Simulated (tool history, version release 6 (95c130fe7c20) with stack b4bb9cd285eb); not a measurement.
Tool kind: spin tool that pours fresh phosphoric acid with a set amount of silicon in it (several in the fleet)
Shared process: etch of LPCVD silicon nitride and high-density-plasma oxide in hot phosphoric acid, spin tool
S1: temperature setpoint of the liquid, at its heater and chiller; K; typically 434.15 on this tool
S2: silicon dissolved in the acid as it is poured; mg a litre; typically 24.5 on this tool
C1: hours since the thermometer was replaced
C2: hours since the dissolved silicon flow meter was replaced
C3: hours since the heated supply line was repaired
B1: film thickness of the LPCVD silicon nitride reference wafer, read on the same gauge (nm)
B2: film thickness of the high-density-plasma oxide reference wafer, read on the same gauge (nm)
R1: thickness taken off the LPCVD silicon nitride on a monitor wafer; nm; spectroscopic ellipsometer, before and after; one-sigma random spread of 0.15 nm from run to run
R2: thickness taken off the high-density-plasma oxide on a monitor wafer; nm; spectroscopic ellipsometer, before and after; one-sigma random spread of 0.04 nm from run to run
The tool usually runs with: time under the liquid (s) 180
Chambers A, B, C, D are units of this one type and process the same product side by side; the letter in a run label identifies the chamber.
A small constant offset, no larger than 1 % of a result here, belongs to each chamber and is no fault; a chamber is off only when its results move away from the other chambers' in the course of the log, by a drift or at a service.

Run 1C, hour 4.9: usual settings; C1 1176.4; C2 757.4; C3 312.8; B1 120.02; B2 89.996. Result: R1 15.014 nm, R2 0.1766 nm.
Run 2A, hour 13.3: usual settings; C1 3030.1; C2 381.4; C3 470.3; B1 120.03; B2 90.014. Result: R1 15.124 nm, R2 0.22493 nm.
Run 3B, hour 20.4: usual settings; C1 2332.2; C2 343.8; C3 1996.5; B1 120.03; B2 90.008. Result: R1 15.236 nm, R2 0.18875 nm.
Run 4D, hour 29: usual settings; C1 411.3; C2 201.3; C3 656; B1 120.02; B2 89.993. Result: R1 15.062 nm, R2 0.13674 nm.
Run 5C, hour 36.2: usual settings; C1 1207.7; C2 788.7; C3 344.1; B1 120.01; B2 90.006. Result: R1 14.891 nm, R2 0.22672 nm.
Run 6B, hour 42.2: usual settings; C1 2354; C2 365.6; C3 2018.3; B1 120; B2 90.024. Result: R1 14.959 nm, R2 0.17268 nm.
Run 7A, hour 46.9: usual settings; C1 3063.7; C2 415; C3 503.9; B1 120; B2 90.007. Result: R1 14.751 nm, R2 0.23941 nm.
Run 8D, hour 54.4: usual settings; C1 436.7; C2 226.7; C3 681.4; B1 119.98; B2 90.026. Result: R1 14.933 nm, R2 0.30555 nm.
Run 9D, hour 62.8: usual settings; C1 445.1; C2 235.1; C3 689.8; B1 119.99; B2 89.995. Result: R1 15.177 nm, R2 0.16623 nm.
Run 10C, hour 71.2: usual settings; C1 1242.7; C2 823.7; C3 379.1; B1 120.01; B2 89.979. Result: R1 14.843 nm, R2 0.27124 nm.
Run 11A, hour 79: usual settings but S2 39.5 mg a litre; C1 3095.8; C2 447.1; C3 536; B1 119.99; B2 90.028. Result: R1 14.548 nm, R2 0.10696 nm.
Run 12B, hour 86.7: usual settings but S2 39.5 mg a litre; C1 2398.5; C2 410.1; C3 2062.8; B1 120.03; B2 90.027. Result: R1 14.92 nm, R2 0.11995 nm.
Run 13A, hour 90.9: usual settings but S2 39.5 mg a litre; C1 3107.7; C2 459; C3 547.9; B1 120.02; B2 90.011. Result: R1 14.425 nm, R2 0.083649 nm.
Run 14C, hour 97.2: usual settings but S2 39.5 mg a litre; C1 1268.7; C2 849.7; C3 405.1; B1 120.05; B2 90.001. Result: R1 15.012 nm, R2 0.11156 nm.
Run 15B, hour 103.3: usual settings; C1 2415.1; C2 426.7; C3 2079.4; B1 120; B2 90.015. Result: R1 14.951 nm, R2 0.29394 nm.
Run 16D, hour 108.3: usual settings; C1 490.6; C2 280.6; C3 735.3; B1 119.97; B2 90.002. Result: R1 14.924 nm, R2 0.21139 nm.
At hour 110.9: chamber A: thermometer replaced.
Run 17D, hour 114.4: usual settings; C1 496.7; C2 286.7; C3 741.4; B1 119.98; B2 90.014. Result: R1 15.316 nm, R2 0.19947 nm.
Run 18A, hour 123: usual settings; C1 12.2; C2 491.1; C3 580; B1 120.01; B2 89.994. Result: R1 14.188 nm, R2 0.17768 nm.
Run 19C, hour 129.7: usual settings but S1 435.15 K, time under the liquid (s) 75; C1 1301.2; C2 882.2; C3 437.6; B1 119.96; B2 89.997. Result: R1 6.3922 nm, R2 0.096456 nm.
Run 20B, hour 135.9: usual settings but S1 435.15 K, time under the liquid (s) 75; C1 2447.7; C2 459.3; C3 2112; B1 120.01; B2 90.008. Result: R1 6.4861 nm, R2 0.093306 nm.
Run 21B, hour 140.3: usual settings but S1 435.15 K, time under the liquid (s) 75; C1 2452.1; C2 463.7; C3 2116.4; B1 120; B2 90.004. Result: R1 6.5023 nm, R2 0.12268 nm.
Run 22C, hour 144.3: usual settings but S1 435.15 K, time under the liquid (s) 75; C1 1315.8; C2 896.8; C3 452.2; B1 120.01; B2 90.006. Result: R1 6.3732 nm, R2 0.087155 nm.
Run 23A, hour 149.1: usual settings but S1 435.65 K, S2 14 mg a litre; C1 38.3; C2 517.2; C3 606.1; B1 120.04; B2 90.014. Result: R1 14.589 nm, R2 0.30534 nm.
Run 24D, hour 157.6: usual settings but S1 435.65 K, S2 14 mg a litre; C1 539.9; C2 329.9; C3 784.6; B1 120.03; B2 89.999. Result: R1 16.015 nm, R2 0.317 nm.
Run 25A, hour 162.3: usual settings but S1 435.65 K, S2 14 mg a litre; C1 51.5; C2 530.4; C3 619.3; B1 120.02; B2 90.024. Result: R1 14.472 nm, R2 0.34352 nm.
Run 26D, hour 168.4: usual settings but S1 435.65 K, S2 14 mg a litre; C1 550.7; C2 340.7; C3 795.4; B1 119.98; B2 90.024. Result: R1 15.975 nm, R2 0.25523 nm.
Run 27C, hour 175: usual settings; C1 1346.5; C2 927.5; C3 482.9; B1 120; B2 89.996. Result: R1 15.048 nm, R2 0.19853 nm.
Run 28B, hour 181.1: usual settings; C1 2492.9; C2 504.5; C3 2157.2; B1 120.03; B2 89.984. Result: R1 14.92 nm, R2 0.228 nm.
Run 29B, hour 185.6: usual settings; C1 2497.4; C2 509; C3 2161.7; B1 120.02; B2 89.987. Result: R1 14.673 nm, R2 0.19768 nm.
Run 30A, hour 192.2: usual settings; C1 81.4; C2 560.3; C3 649.2; B1 120; B2 90.006. Result: R1 13.408 nm, R2 0.24383 nm.
Run 31D, hour 200.3: usual settings but S2 6 mg a litre; C1 582.6; C2 372.6; C3 827.3; B1 120; B2 89.987. Result: R1 15.08 nm, R2 0.2696 nm.
Run 32C, hour 204: usual settings but S2 6 mg a litre; C1 1375.5; C2 956.5; C3 511.9; B1 119.99; B2 90.001. Result: R1 15.125 nm, R2 0.3726 nm.

All 4 chambers run these settings next. Forecast each chamber's results:
Run 33A, hour 210.1: usual settings. Result: R1 ?, R2 ?.
Run 33B, hour 210.1: usual settings. Result: R1 ?, R2 ?.
Run 33C, hour 210.1: usual settings. Result: R1 ?, R2 ?.
Run 33D, hour 210.1: usual settings. Result: R1 ?, R2 ?.

run      R1       R2
33A  13.015   0.1943
33B  14.949  0.22474
33C  15.034    0.248
33D  14.908  0.21126
